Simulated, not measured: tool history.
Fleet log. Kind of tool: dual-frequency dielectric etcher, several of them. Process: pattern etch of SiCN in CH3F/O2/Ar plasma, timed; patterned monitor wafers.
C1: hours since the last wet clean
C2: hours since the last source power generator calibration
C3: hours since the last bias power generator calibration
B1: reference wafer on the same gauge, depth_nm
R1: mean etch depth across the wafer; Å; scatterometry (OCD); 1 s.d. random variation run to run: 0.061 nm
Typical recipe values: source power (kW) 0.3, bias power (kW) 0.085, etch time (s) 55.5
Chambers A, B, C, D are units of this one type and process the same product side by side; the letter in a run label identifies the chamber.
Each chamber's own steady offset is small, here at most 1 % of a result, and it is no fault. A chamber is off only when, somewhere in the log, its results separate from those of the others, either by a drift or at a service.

run 1C hour=7.1 | source_power_(kW)=0.3 bias_power_(kW)=0.085 etch_time_(s)=55.5 | C1=78.6 C2=1261.2 C3=2489.7 | B1=18.708 | R1=199.27
run 2D hour=20.1 | source_power_(kW)=0.3 bias_power_(kW)=0.085 etch_time_(s)=55.5 | C1=41.6 C2=3026 C3=2113.1 | B1=18.704 | R1=199.07
run 3A hour=29.9 | source_power_(kW)=0.3 bias_power_(kW)=0.085 etch_time_(s)=55.5 | C1=252.3 C2=1354.5 C3=2313.6 | B1=18.702 | R1=200.16
run 4B hour=38.9 | source_power_(kW)=0.3 bias_power_(kW)=0.085 etch_time_(s)=55.5 | C1=226.7 C2=3366.5 C3=2391.6 | B1=18.702 | R1=200.36
run 5A hour=52.8 | source_power_(kW)=0.3 bias_power_(kW)=0.085 etch_time_(s)=55.5 | C1=275.2 C2=1377.4 C3=2336.5 | B1=18.703 | R1=200.04
run 6B hour=63.4 | source_power_(kW)=0.3 bias_power_(kW)=0.085 etch_time_(s)=55.5 | C1=251.2 C2=3391 C3=2416.1 | B1=18.705 | R1=200.24
run 7C hour=71.6 | source_power_(kW)=0.3 bias_power_(kW)=0.085 etch_time_(s)=55.5 | C1=143.1 C2=1325.7 C3=2554.2 | B1=18.707 | R1=199.2
run 8D hour=82.7 | source_power_(kW)=0.3 bias_power_(kW)=0.085 etch_time_(s)=55.5 | C1=104.2 C2=3088.6 C3=2175.7 | B1=18.702 | R1=198.56
run 9C hour=92.9 | source_power_(kW)=0.3 bias_power_(kW)=0.085 etch_time_(s)=55.5 | C1=164.4 C2=1347 C3=2575.5 | B1=18.706 | R1=199.3
run 10A hour=106.1 | source_power_(kW)=0.37 bias_power_(kW)=0.085 etch_time_(s)=55.5 | C1=328.5 C2=1430.7 C3=2389.8 | B1=18.7 | R1=216.33
run 11D hour=120.1 | source_power_(kW)=0.37 bias_power_(kW)=0.085 etch_time_(s)=55.5 | C1=141.6 C2=3126 C3=2213.1 | B1=18.705 | R1=213.67
run 12B hour=129.3 | source_power_(kW)=0.37 bias_power_(kW)=0.085 etch_time_(s)=55.5 | C1=317.1 C2=3456.9 C3=2482 | B1=18.696 | R1=216.26
-- hour=131.9 chamber A: wet clean of the chamber
run 13B hour=137.5 | source_power_(kW)=0.37 bias_power_(kW)=0.085 etch_time_(s)=55.5 | C1=325.3 C2=3465.1 C3=2490.2 | B1=18.701 | R1=215.07
run 14C hour=144.3 | source_power_(kW)=0.3 bias_power_(kW)=0.085 etch_time_(s)=55.5 | C1=215.8 C2=1398.4 C3=2626.9 | B1=18.705 | R1=200.35
run 15D hour=152 | source_power_(kW)=0.3 bias_power_(kW)=0.085 etch_time_(s)=55.5 | C1=173.5 C2=3157.9 C3=2245 | B1=18.712 | R1=198.46
run 16A hour=165.6 | source_power_(kW)=0.3 bias_power_(kW)=0.085 etch_time_(s)=55.5 | C1=33.8 C2=1490.2 C3=2449.3 | B1=18.694 | R1=203.95
run 17D hour=176.2 | source_power_(kW)=0.3 bias_power_(kW)=0.085 etch_time_(s)=55.5 | C1=197.7 C2=3182.1 C3=2269.2 | B1=18.704 | R1=197.97
run 18A hour=187.1 | source_power_(kW)=0.3 bias_power_(kW)=0.085 etch_time_(s)=55.5 | C1=55.3 C2=1511.7 C3=2470.8 | B1=18.695 | R1=204.32
run 19C hour=196.4 | source_power_(kW)=0.3 bias_power_(kW)=0.071 etch_time_(s)=50.5 | C1=267.9 C2=1450.5 C3=2679 | B1=18.706 | R1=169.39
run 20B hour=207.4 | source_power_(kW)=0.3 bias_power_(kW)=0.071 etch_time_(s)=50.5 | C1=395.2 C2=3535 C3=2560.1 | B1=18.707 | R1=170.55
run 21A hour=217.4 | source_power_(kW)=0.3 bias_power_(kW)=0.071 etch_time_(s)=50.5 | C1=85.6 C2=1542 C3=2501.1 | B1=18.701 | R1=172.78
-- hour=226 chamber D: bias power generator calibrated
run 22B hour=227.3 | source_power_(kW)=0.3 bias_power_(kW)=0.071 etch_time_(s)=50.5 | C1=415.1 C2=3554.9 C3=2580 | B1=18.697 | R1=171.01
run 23D hour=237.3 | source_power_(kW)=0.3 bias_power_(kW)=0.085 etch_time_(s)=55.5 | C1=258.8 C2=3243.2 C3=11.4 | B1=18.711 | R1=197.16
run 24C hour=249.9 | source_power_(kW)=0.3 bias_power_(kW)=0.085 etch_time_(s)=55.5 | C1=321.4 C2=1504 C3=2732.5 | B1=18.695 | R1=200.13
run 25B hour=259.6 | source_power_(kW)=0.37 bias_power_(kW)=0.085 etch_time_(s)=47 | C1=447.4 C2=3587.2 C3=2612.3 | B1=18.697 | R1=183.21
run 26D hour=273.3 | source_power_(kW)=0.37 bias_power_(kW)=0.085 etch_time_(s)=47 | C1=294.8 C2=3279.2 C3=47.4 | B1=18.702 | R1=181.69
run 27C hour=281.6 | source_power_(kW)=0.37 bias_power_(kW)=0.085 etch_time_(s)=47 | C1=353.1 C2=1535.7 C3=2764.2 | B1=18.715 | R1=183.36
run 28A hour=291.3 | source_power_(kW)=0.37 bias_power_(kW)=0.085 etch_time_(s)=47 | C1=159.5 C2=1615.9 C3=2575 | B1=18.705 | R1=185.87
run 29C hour=298.5 | source_power_(kW)=0.3 bias_power_(kW)=0.085 etch_time_(s)=55.5 | C1=370 C2=1552.6 C3=2781.1 | B1=18.707 | R1=199.35
run 30B hour=310.1 | source_power_(kW)=0.3 bias_power_(kW)=0.085 etch_time_(s)=55.5 | C1=497.9 C2=3637.7 C3=2662.8 | B1=18.698 | R1=201.24
run 31D hour=320.7 | source_power_(kW)=0.3 bias_power_(kW)=0.085 etch_time_(s)=55.5 | C1=342.2 C2=3326.6 C3=94.8 | B1=18.698 | R1=198.52
run 32A hour=329.8 | source_power_(kW)=0.3 bias_power_(kW)=0.085 etch_time_(s)=55.5 | C1=198 C2=1654.4 C3=2613.5 | B1=18.692 | R1=203.26
run 33B hour=340 | source_power_(kW)=0.3 bias_power_(kW)=0.085 etch_time_(s)=55.5 | C1=527.8 C2=3667.6 C3=2692.7 | B1=18.694 | R1=200
run 34A hour=347.1 | source_power_(kW)=0.3 bias_power_(kW)=0.085 etch_time_(s)=55.5 | C1=215.3 C2=1671.7 C3=2630.8 | B1=18.696 | R1=202.73
run 35D hour=356.1 | source_power_(kW)=0.3 bias_power_(kW)=0.085 etch_time_(s)=55.5 | C1=377.6 C2=3362 C3=130.2 | B1=18.702 | R1=199.08

One chamber off, gauge drift, or nothing amiss beyond the chambers' own small offsets? If it is a chamber, which one, and what is the likeliest cause?

A service left chamber A off against the others.
Cause: etch rate over this chamber's usual, % = 1.74.

Which of the 4 candidates below, each the usual settings with something changed and its results left as question marks, puts chamber A back in line with what the other chambers give on the usual settings?
To be in line, a result may differ from the other chambers' mean on the usual settings by at most: R1 2.1 Å
run 36A-1 hour=366.1 | source_power_(kW)=0.3 bias_power_(kW)=0.085 etch_time_(s)=53.5 | R1=?
run 36A-2 hour=366.1 | source_power_(kW)=0.3 bias_power_(kW)=0.085 etch_time_(s)=56.5 | R1=?
run 36A-3 hour=366.1 | source_power_(kW)=0.3 bias_power_(kW)=0.085 etch_time_(s)=54.5 | R1=?
run 36A-4 hour=366.1 | source_power_(kW)=0.3 bias_power_(kW)=0.086 etch_time_(s)=57.5 | R1=?

The other chambers' mean on the usual settings: R1 199.43 Å
run=36A-1 R1=195.64
run=36A-2 R1=206.61
run=36A-3 R1=199.29
run=36A-4 R1=211.17
36A-3 puts the chamber back in line with the other chambers.

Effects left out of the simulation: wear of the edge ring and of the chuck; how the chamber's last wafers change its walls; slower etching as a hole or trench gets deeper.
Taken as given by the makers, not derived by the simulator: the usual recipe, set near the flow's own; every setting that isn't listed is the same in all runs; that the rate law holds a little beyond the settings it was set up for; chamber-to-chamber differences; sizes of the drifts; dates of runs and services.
